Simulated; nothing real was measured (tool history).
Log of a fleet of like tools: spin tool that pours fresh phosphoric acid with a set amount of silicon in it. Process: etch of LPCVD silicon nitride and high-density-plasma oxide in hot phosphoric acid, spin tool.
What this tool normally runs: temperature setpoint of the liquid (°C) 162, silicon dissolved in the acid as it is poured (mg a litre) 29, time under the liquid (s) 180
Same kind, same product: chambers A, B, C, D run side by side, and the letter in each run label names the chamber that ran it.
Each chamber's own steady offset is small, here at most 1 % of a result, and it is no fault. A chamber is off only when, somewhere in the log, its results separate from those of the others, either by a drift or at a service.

| run | hour | temperature setpoint of the liquid (°C) | silicon dissolved in the acid as it is poured (mg a litre) | time under the liquid (s) | hours since the thermometer was replaced | hours since the dissolved silicon flow meter was replaced | hours since the heated supply line was repaired | read-back film thickness of the LPCVD silicon nitride reference wafer, read on the same gauge (nm) | read-back film thickness of the high-density-plasma oxide reference wafer, read on the same gauge (nm) | thickness taken off the LPCVD silicon nitride on a monitor wafer (Å) | thickness taken off the high-density-plasma oxide on a monitor wafer (Å) |
|---|---|---|---|---|---|---|---|---|---|---|---|
| 1B | 4.7 | 162 | 29 | 180 | 1819.3 | 160.7 | 1162.7 | 70.042 | 139.98 | 173.28 | 2.7443 |
| 2C | 12.9 | 162 | 29 | 180 | 2197.9 | 769.9 | 781.1 | 69.95 | 139.97 | 172.75 | 1.8916 |
| 3A | 18.3 | 162 | 29 | 180 | 317.6 | 534.5 | 2000.7 | 70.008 | 140 | 173.43 | 2.074 |
| 4D | 22.4 | 162 | 29 | 180 | 1953 | 1126.9 | 210.9 | 70.011 | 139.96 | 173.42 | 2.0856 |
| 5C | 29.1 | 162 | 29 | 180 | 2214.1 | 786.1 | 797.3 | 70.022 | 140.01 | 173.26 | 2.1048 |
| 6B | 35.8 | 162 | 29 | 180 | 1850.4 | 191.8 | 1193.8 | 69.958 | 139.99 | 173.14 | 2.3236 |
| 7A | 41.8 | 162 | 29 | 180 | 341.1 | 558 | 2024.2 | 69.955 | 140 | 173.18 | 2.3065 |
| 8D | 46.9 | 162 | 29 | 180 | 1977.5 | 1151.4 | 235.4 | 69.996 | 140.03 | 172.04 | 2.29 |
| 9A | 52.3 | 162 | 29 | 180 | 351.6 | 568.5 | 2034.7 | 70.022 | 140.01 | 171.09 | 2.3461 |
| 10D | 60.9 | 162 | 29 | 180 | 1991.5 | 1165.4 | 249.4 | 69.976 | 140.02 | 171.7 | 2.0053 |
| 11B | 68.8 | 162 | 29 | 180 | 1883.4 | 224.8 | 1226.8 | 69.986 | 140.02 | 171.72 | 2.0749 |
| 12C | 73.7 | 165 | 41.5 | 180 | 2258.7 | 830.7 | 841.9 | 70 | 140.01 | 190.65 | 1.7776 |
| 13C | 82.9 | 165 | 41.5 | 180 | 2267.9 | 839.9 | 851.1 | 69.994 | 139.99 | 190.19 | 1.2474 |
| 14D | 87.9 | 165 | 41.5 | 180 | 2018.5 | 1192.4 | 276.4 | 70.015 | 139.97 | 191.19 | 1.4829 |
| 15B | 92.9 | 165 | 41.5 | 180 | 1907.5 | 248.9 | 1250.9 | 69.985 | 139.97 | 191.64 | 1.6096 |
| 16A | 98.1 | 162 | 29 | 180 | 397.4 | 614.3 | 2080.5 | 70.014 | 140.01 | 172.74 | 2.0897 |
| 17D | 102.2 | 162 | 29 | 180 | 2032.8 | 1206.7 | 290.7 | 69.999 | 140.01 | 171.88 | 1.9854 |
| 18A | 110.8 | 162 | 29 | 180 | 410.1 | 627 | 2093.2 | 69.992 | 140.02 | 171.89 | 1.9465 |
| 19B | 118.2 | 162 | 29 | 180 | 1932.8 | 274.2 | 1276.2 | 69.991 | 139.99 | 173.32 | 2.3317 |
| 20C | 126.8 | 162 | 29 | 180 | 2311.8 | 883.8 | 895 | 70.01 | 140 | 171.67 | 2.3268 |
| 21D | 135 | 162 | 29 | 180 | 2065.6 | 1239.5 | 323.5 | 69.986 | 140.01 | 172.13 | 2.72 |
| 22C | 141.4 | 162 | 29 | 180 | 2326.4 | 898.4 | 909.6 | 69.991 | 139.97 | 173.17 | 2.0829 |
| 23A | 147.4 | 162 | 29 | 180 | 446.7 | 663.6 | 2129.8 | 69.988 | 140.02 | 172.28 | 1.7574 |
|  | 149.5 | chamber C: dissolved silicon flow meter replaced |
| 24B | 153.8 | 161 | 29 | 180 | 1968.4 | 309.8 | 1311.8 | 70.009 | 140.01 | 167.86 | 2.2347 |
| 25D | 159.7 | 161 | 29 | 180 | 2090.3 | 1264.2 | 348.2 | 70.007 | 140 | 165.32 | 2.7688 |
| 26B | 164.6 | 161 | 29 | 180 | 1979.2 | 320.6 | 1322.6 | 69.979 | 140 | 167.9 | 2.4126 |
| 27C | 172.8 | 161 | 29 | 180 | 2357.8 | 23.3 | 941 | 69.993 | 139.96 | 166.93 | 1.9738 |
| 28A | 179.8 | 162 | 29 | 180 | 479.1 | 696 | 2162.2 | 70.016 | 139.99 | 172.57 | 2.4151 |
| 29A | 188.1 | 162 | 29 | 180 | 487.4 | 704.3 | 2170.5 | 69.965 | 139.99 | 173.02 | 2.762 |
| 30C | 197.2 | 162 | 29 | 180 | 2382.2 | 47.7 | 965.4 | 70.001 | 140 | 172.05 | 2.2972 |
| 31D | 204.6 | 162 | 29 | 180 | 2135.2 | 1309.1 | 393.1 | 69.997 | 139.99 | 173.1 | 2.8422 |
| 32B | 211.8 | 162 | 29 | 180 | 2026.4 | 367.8 | 1369.8 | 69.996 | 139.99 | 173.35 | 2.5419 |
| 33D | 220.6 | 162 | 20.5 | 285 | 2151.2 | 1325.1 | 409.1 | 69.969 | 140.01 | 273.34 | 4.9303 |
| 34B | 228.5 | 162 | 20.5 | 285 | 2043.1 | 384.5 | 1386.5 | 70.008 | 139.98 | 274.24 | 5.456 |
| 35C | 232.8 | 162 | 20.5 | 285 | 2417.8 | 83.3 | 1001 | 70.039 | 139.99 | 272.6 | 5.5475 |
| 36A | 240.4 | 162 | 20.5 | 285 | 539.7 | 756.6 | 2222.8 | 69.977 | 140.02 | 273.81 | 5.2333 |
| 37C | 248.9 | 162 | 29 | 180 | 2433.9 | 99.4 | 1017.1 | 70.011 | 140.01 | 172.79 | 2.6005 |

What goes on in this fleet: one chamber off, a drifting gauge, or nothing beyond the chambers' own small offsets? Name the chamber and the cause, if any.

All chambers stay in line apart from their small fixed offsets, and the gauge does not drift.
